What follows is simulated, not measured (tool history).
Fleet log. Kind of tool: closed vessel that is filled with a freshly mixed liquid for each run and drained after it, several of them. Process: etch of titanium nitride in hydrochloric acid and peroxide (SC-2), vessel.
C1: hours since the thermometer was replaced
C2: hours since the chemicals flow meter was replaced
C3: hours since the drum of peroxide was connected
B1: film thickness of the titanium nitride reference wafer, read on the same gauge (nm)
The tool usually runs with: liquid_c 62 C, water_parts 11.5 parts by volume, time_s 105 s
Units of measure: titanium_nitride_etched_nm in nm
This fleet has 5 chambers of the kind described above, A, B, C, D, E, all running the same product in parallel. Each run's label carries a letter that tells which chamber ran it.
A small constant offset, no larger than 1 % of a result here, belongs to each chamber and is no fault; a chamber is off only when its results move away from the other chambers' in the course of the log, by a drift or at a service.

At hour 9.8: chamber B: new drum of peroxide connected.
Run 1D, hour 10.2: usual settings; C1 1278.7; C2 163.2; C3 356.5; B1 59.996. Result: titanium_nitride_etched_nm 5.1821 nm.
Run 2B, hour 17.8: usual settings; C1 1869.2; C2 450.8; C3 8.0; B1 60.012. Result: titanium_nitride_etched_nm 5.2298 nm.
Run 3E, hour 27.7: usual settings; C1 234.1; C2 1020.3; C3 309.6; B1 60.061. Result: titanium_nitride_etched_nm 5.1286 nm.
Run 4A, hour 35.6: usual settings; C1 2527.9; C2 841.9; C3 892.6; B1 60.009. Result: titanium_nitride_etched_nm 5.2060 nm.
Run 5C, hour 44.6: usual settings; C1 335.6; C2 1101.5; C3 469.0; B1 60.005. Result: titanium_nitride_etched_nm 5.0860 nm.
Run 6D, hour 51.1: usual settings; C1 1319.6; C2 204.1; C3 397.4; B1 59.998. Result: titanium_nitride_etched_nm 5.1219 nm.
Run 7B, hour 61.2: usual settings; C1 1912.6; C2 494.2; C3 51.4; B1 60.023. Result: titanium_nitride_etched_nm 5.1816 nm.
Run 8E, hour 71.2: usual settings but water_parts 14.5 parts by volume, time_s 80 s; C1 277.6; C2 1063.8; C3 353.1; B1 60.006. Result: titanium_nitride_etched_nm 3.2350 nm.
Run 9A, hour 78.7: usual settings but water_parts 14.5 parts by volume, time_s 80 s; C1 2571.0; C2 885.0; C3 935.7; B1 59.977. Result: titanium_nitride_etched_nm 3.2626 nm.
At hour 85.1: chamber E: chemicals flow meter replaced.
At hour 86.2: chamber E: new drum of peroxide connected.
Run 10C, hour 87.4: usual settings but water_parts 14.5 parts by volume, time_s 80 s; C1 378.4; C2 1144.3; C3 511.8; B1 59.995. Result: titanium_nitride_etched_nm 3.1858 nm.
Run 11D, hour 92.9: usual settings but water_parts 14.5 parts by volume, time_s 80 s; C1 1361.4; C2 245.9; C3 439.2; B1 59.984. Result: titanium_nitride_etched_nm 3.2266 nm.
Run 12A, hour 102.6: usual settings but water_parts 14.5 parts by volume, time_s 80 s; C1 2594.9; C2 908.9; C3 959.6; B1 59.993. Result: titanium_nitride_etched_nm 3.2500 nm.
Run 13E, hour 114.5: usual settings but time_s 165 s; C1 320.9; C2 29.4; C3 28.3; B1 60.010. Result: titanium_nitride_etched_nm 8.0880 nm.
Run 14B, hour 121.1: usual settings but time_s 165 s; C1 1972.5; C2 554.1; C3 111.3; B1 59.990. Result: titanium_nitride_etched_nm 8.1532 nm.
Run 15C, hour 132.2: usual settings but time_s 165 s; C1 423.2; C2 1189.1; C3 556.6; B1 59.990. Result: titanium_nitride_etched_nm 8.0114 nm.
Run 16E, hour 138.1: usual settings but time_s 165 s; C1 344.5; C2 53.0; C3 51.9; B1 59.957. Result: titanium_nitride_etched_nm 8.0332 nm.
Run 17C, hour 149.9: usual settings but time_s 165 s; C1 440.9; C2 1206.8; C3 574.3; B1 60.006. Result: titanium_nitride_etched_nm 8.0133 nm.
At hour 156.7: chamber A: thermometer replaced.
Run 18A, hour 160.1: usual settings; C1 3.4; C2 966.4; C3 1017.1; B1 60.017. Result: titanium_nitride_etched_nm 5.1924 nm.
Run 19B, hour 171.7: usual settings; C1 2023.1; C2 604.7; C3 161.9; B1 60.004. Result: titanium_nitride_etched_nm 5.2214 nm.
Run 20D, hour 179.6: usual settings; C1 1448.1; C2 332.6; C3 525.9; B1 60.003. Result: titanium_nitride_etched_nm 5.1455 nm.
Run 21D, hour 187.9: usual settings; C1 1456.4; C2 340.9; C3 534.2; B1 59.999. Result: titanium_nitride_etched_nm 5.1247 nm.
Run 22E, hour 194.8: usual settings; C1 401.2; C2 109.7; C3 108.6; B1 60.011. Result: titanium_nitride_etched_nm 5.1436 nm.
Run 23C, hour 203.6: usual settings; C1 494.6; C2 1260.5; C3 628.0; B1 59.992. Result: titanium_nitride_etched_nm 5.1061 nm.
Run 24B, hour 208.7: usual settings; C1 2060.1; C2 641.7; C3 198.9; B1 59.982. Result: titanium_nitride_etched_nm 5.1814 nm.
Run 25A, hour 216.8: usual settings; C1 60.1; C2 1023.1; C3 1073.8; B1 60.025. Result: titanium_nitride_etched_nm 5.2049 nm.
Run 26B, hour 223.2: usual settings but water_parts 14.0 parts by volume, time_s 135 s; C1 2074.6; C2 656.2; C3 213.4; B1 59.989. Result: titanium_nitride_etched_nm 5.6352 nm.
Run 27C, hour 232.2: usual settings but water_parts 14.0 parts by volume, time_s 135 s; C1 523.2; C2 1289.1; C3 656.6; B1 59.998. Result: titanium_nitride_etched_nm 5.5365 nm.
Run 28A, hour 241.4: usual settings but water_parts 14.0 parts by volume, time_s 135 s; C1 84.7; C2 1047.7; C3 1098.4; B1 59.991. Result: titanium_nitride_etched_nm 5.5982 nm.
Run 29D, hour 247.1: usual settings but water_parts 14.0 parts by volume, time_s 135 s; C1 1515.6; C2 400.1; C3 593.4; B1 60.017. Result: titanium_nitride_etched_nm 5.5435 nm.
Run 30E, hour 258.5: usual settings but water_parts 14.0 parts by volume, time_s 135 s; C1 464.9; C2 173.4; C3 172.3; B1 59.995. Result: titanium_nitride_etched_nm 5.6120 nm.
Run 31D, hour 268.1: usual settings; C1 1536.6; C2 421.1; C3 614.4; B1 60.020. Result: titanium_nitride_etched_nm 5.1829 nm.
Run 32E, hour 277.0: usual settings; C1 483.4; C2 191.9; C3 190.8; B1 60.010. Result: titanium_nitride_etched_nm 5.1516 nm.
Run 33C, hour 282.6: usual settings; C1 573.6; C2 1339.5; C3 707.0; B1 60.011. Result: titanium_nitride_etched_nm 5.1603 nm.
Run 34B, hour 292.6: usual settings; C1 2144.0; C2 725.6; C3 282.8; B1 60.023. Result: titanium_nitride_etched_nm 5.1933 nm.
Run 35A, hour 301.3: usual settings; C1 144.6; C2 1107.6; C3 1158.3; B1 59.983. Result: titanium_nitride_etched_nm 5.2333 nm.
At hour 305.5: chamber C: chemicals flow meter replaced.
Run 36A, hour 308.6: usual settings; C1 151.9; C2 1114.9; C3 1165.6; B1 59.992. Result: titanium_nitride_etched_nm 5.2345 nm.
Run 37E, hour 316.1: usual settings but water_parts 8.5 parts by volume, time_s 65 s; C1 522.5; C2 231.0; C3 229.9; B1 59.986. Result: titanium_nitride_etched_nm 4.1076 nm.
Run 38C, hour 326.6: usual settings but water_parts 8.5 parts by volume, time_s 65 s; C1 617.6; C2 21.1; C3 751.0; B1 59.981. Result: titanium_nitride_etched_nm 4.0762 nm.

Has any chamber moved away from the others, gradually or after a service, or does the common gauge drift, or do the chambers differ only by their own small steady offsets? State the chamber and the most likely cause if one applies.

All chambers stay in line apart from their small fixed offsets, and the gauge does not drift.
